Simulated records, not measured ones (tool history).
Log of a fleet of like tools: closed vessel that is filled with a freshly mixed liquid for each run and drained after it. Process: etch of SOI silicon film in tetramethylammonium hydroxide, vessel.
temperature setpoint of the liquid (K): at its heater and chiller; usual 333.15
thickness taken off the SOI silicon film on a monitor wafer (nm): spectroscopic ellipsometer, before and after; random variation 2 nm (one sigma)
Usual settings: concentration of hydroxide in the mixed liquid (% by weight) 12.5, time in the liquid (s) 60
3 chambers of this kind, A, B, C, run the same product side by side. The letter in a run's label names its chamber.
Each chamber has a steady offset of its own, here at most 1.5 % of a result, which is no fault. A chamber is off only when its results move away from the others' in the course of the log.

run	day	temperature setpoint of the liquid (K)	concentration of hydroxide in the mixed liquid (% by weight)	time in the liquid (s)	hours since the thermometer was replaced	hours since the hydroxide flow meter was replaced	read-back film thickness of the SOI silicon film reference wafer, read on the same gauge (nm)	thickness taken off the SOI silicon film on a monitor wafer (nm)
1B	0.108	333.15	12.5	60	1802.4	691.2	39.989	213.1
2A	0.196	333.15	12.5	60	216.2	870.6	39.985	218.09
3C	0.342	333.15	12.5	60	707	1536.8	40.033	212.49
4A	0.483	333.15	12.5	60	223.1	877.5	40.002	218.07
5C	0.592	333.15	12.5	60	713	1542.8	39.999	212.79
6B	0.712	333.15	12.5	60	1816.9	705.7	40.003	214.59
7A	0.821	333.15	12.5	60	231.2	885.6	40.008	216.96
8B	0.929	335.65	12.5	60	1822.1	710.9	40.032	245.47
9C	1.046	335.65	12.5	60	723.9	1553.7	39.978	247
10C	1.142	335.65	12.5	60	726.2	1556	39.964	251.38
11B	1.258	333.15	12.5	60	1830	718.8	39.989	212.74
12A	1.404	333.15	12.5	60	245.2	899.6	40.011	215.17
13C	1.571	333.15	12.5	60	736.5	1566.3	40.058	215
14B	1.712	333.15	12.5	60	1840.9	729.7	40.003	213
15A	1.817	333.15	12.5	60	255.1	909.5	39.973	216.31
16B	1.933	333.15	12.5	60	1846.2	735	40.04	216.79
17C	2.117	333.15	12.5	60	749.6	1579.4	40.002	213.66
18A	2.283	333.15	12.5	60	266.3	920.7	40.001	215.9
19B	2.4	333.15	12.5	60	1857.4	746.2	39.986	222.5
20A	2.588	333.15	12.5	60	273.6	928	40.004	213.79
21C	2.771	333.15	12.5	60	765.3	1595.1	40.035	213.07
22C	2.862	333.15	12.5	60	767.5	1597.3	39.982	210.17
23A	3.004	333.15	12.5	60	283.6	938	39.999	216.79
24B	3.1	333.15	12.5	60	1874.2	763	39.971	221.61
25A	3.275	333.15	12.5	60	290.1	944.5	40.009	215.46
26C	3.388	333.15	12.5	60	780.1	1609.9	39.971	214.35
27B	3.542	333.15	12.5	60	1884.8	773.6	39.988	226.67
28C	3.7	333.15	12.5	60	787.6	1617.4	40.019	214.88

Next, every chamber runs the same settings. What will each give?
29A	3.838	333.15	12.5	60				?
29B	3.838	333.15	12.5	60				?
29C	3.838	333.15	12.5	60				?

run	thickness taken off the SOI silicon film on a monitor wafer (nm)
29A	218.28
29B	229.5
29C	212.84
